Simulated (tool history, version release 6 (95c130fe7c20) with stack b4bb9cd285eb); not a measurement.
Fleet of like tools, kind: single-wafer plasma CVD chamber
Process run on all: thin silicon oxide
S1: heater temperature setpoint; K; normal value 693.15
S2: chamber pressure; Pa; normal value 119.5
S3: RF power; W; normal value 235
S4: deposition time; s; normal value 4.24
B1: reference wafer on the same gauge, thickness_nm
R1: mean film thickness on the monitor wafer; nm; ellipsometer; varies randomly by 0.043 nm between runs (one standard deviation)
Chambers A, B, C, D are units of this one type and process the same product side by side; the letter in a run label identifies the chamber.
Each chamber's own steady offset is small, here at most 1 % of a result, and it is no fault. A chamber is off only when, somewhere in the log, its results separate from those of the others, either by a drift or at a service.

run	hour	S1	S2	S3	S4	B1	R1
1B	8.2	693.15	119.5	235	4.24	6.1443	7.6768
2C	15.3	693.15	119.5	235	4.24	6.1400	7.6298
3D	21.0	693.15	119.5	235	4.24	6.1345	7.6541
4A	28.5	693.15	119.5	235	4.24	6.1398	7.5954
5D	34.2	693.15	119.5	200	4.24	6.1474	7.0682
6A	40.1	693.15	119.5	200	4.24	6.1401	7.0725
7B	46.7	693.15	119.5	200	4.24	6.1358	7.1481
8C	54.3	693.15	119.5	200	4.24	6.1391	7.1309
9A	60.2	693.15	119.5	205	4.24	6.1362	7.1478
# hour 62.6: chamber C: RF generator calibrated
10D	68.3	693.15	119.5	205	4.24	6.1305	7.1532
11B	72.7	693.15	119.5	205	4.24	6.1450	7.2497
12C	80.6	693.15	119.5	205	4.24	6.1402	7.1431
13C	84.9	693.15	119.5	235	4.24	6.1447	7.6512
14D	88.9	693.15	119.5	235	4.24	6.1494	7.6220
15B	96.2	693.15	119.5	235	4.24	6.1276	7.6570
16A	101.4	693.15	119.5	235	4.24	6.1431	7.6658
17C	108.2	693.15	119.5	235	4.24	6.1430	7.6248
# hour 112.0: chamber C: capacitance manometer re-zeroed and calibrated
18B	115.3	693.15	143.9	195	4.24	6.1474	8.0173
19D	121.9	693.15	143.9	195	4.24	6.1321	8.0547
20A	126.3	693.15	143.9	195	4.24	6.1462	8.0225
21C	131.3	693.15	143.9	195	4.24	6.1415	8.3375
22B	138.4	693.15	119.5	235	4.24	6.1402	7.6701
23D	142.4	693.15	119.5	235	4.24	6.1415	7.6524
24A	147.1	693.15	119.5	235	4.24	6.1393	7.6296
25C	151.0	693.15	119.5	235	4.24	6.1479	8.0829
26D	156.9	693.15	119.5	235	4.24	6.1482	7.6821
27A	162.9	693.15	119.5	235	4.24	6.1530	7.6080
28B	170.4	693.15	119.5	235	4.24	6.1391	7.6726
# hour 173.8: chamber D: thermocouple changed; heater temperature recalibrated
29D	177.7	693.15	119.5	235	4.24	6.1390	7.6930
30C	181.5	693.15	119.5	235	4.24	6.1399	7.9536
31A	189.3	693.15	119.5	235	4.24	6.1365	7.6050
32B	193.1	693.15	119.5	235	4.24	6.1333	7.6980
33B	199.7	693.15	119.5	235	4.24	6.1426	7.6394
34D	206.9	693.15	119.5	235	4.24	6.1373	7.6143
35A	214.2	693.15	119.5	235	4.24	6.1433	7.5660
36C	221.3	693.15	119.5	235	4.24	6.1384	7.9806
37C	226.9	693.15	119.5	235	4.24	6.1459	8.0544
38A	234.8	693.15	119.5	235	4.24	6.1483	7.6312

The same settings go to every chamber for the next run, one line per chamber below. Forecast the results for each:
39A	240.6	693.15	119.5	235	4.24		?
39B	240.6	693.15	119.5	235	4.24		?
39C	240.6	693.15	119.5	235	4.24		?
39D	240.6	693.15	119.5	235	4.24		?

run	R1
39A	7.6259
39B	7.7523
39C	8.0644
39D	7.6374
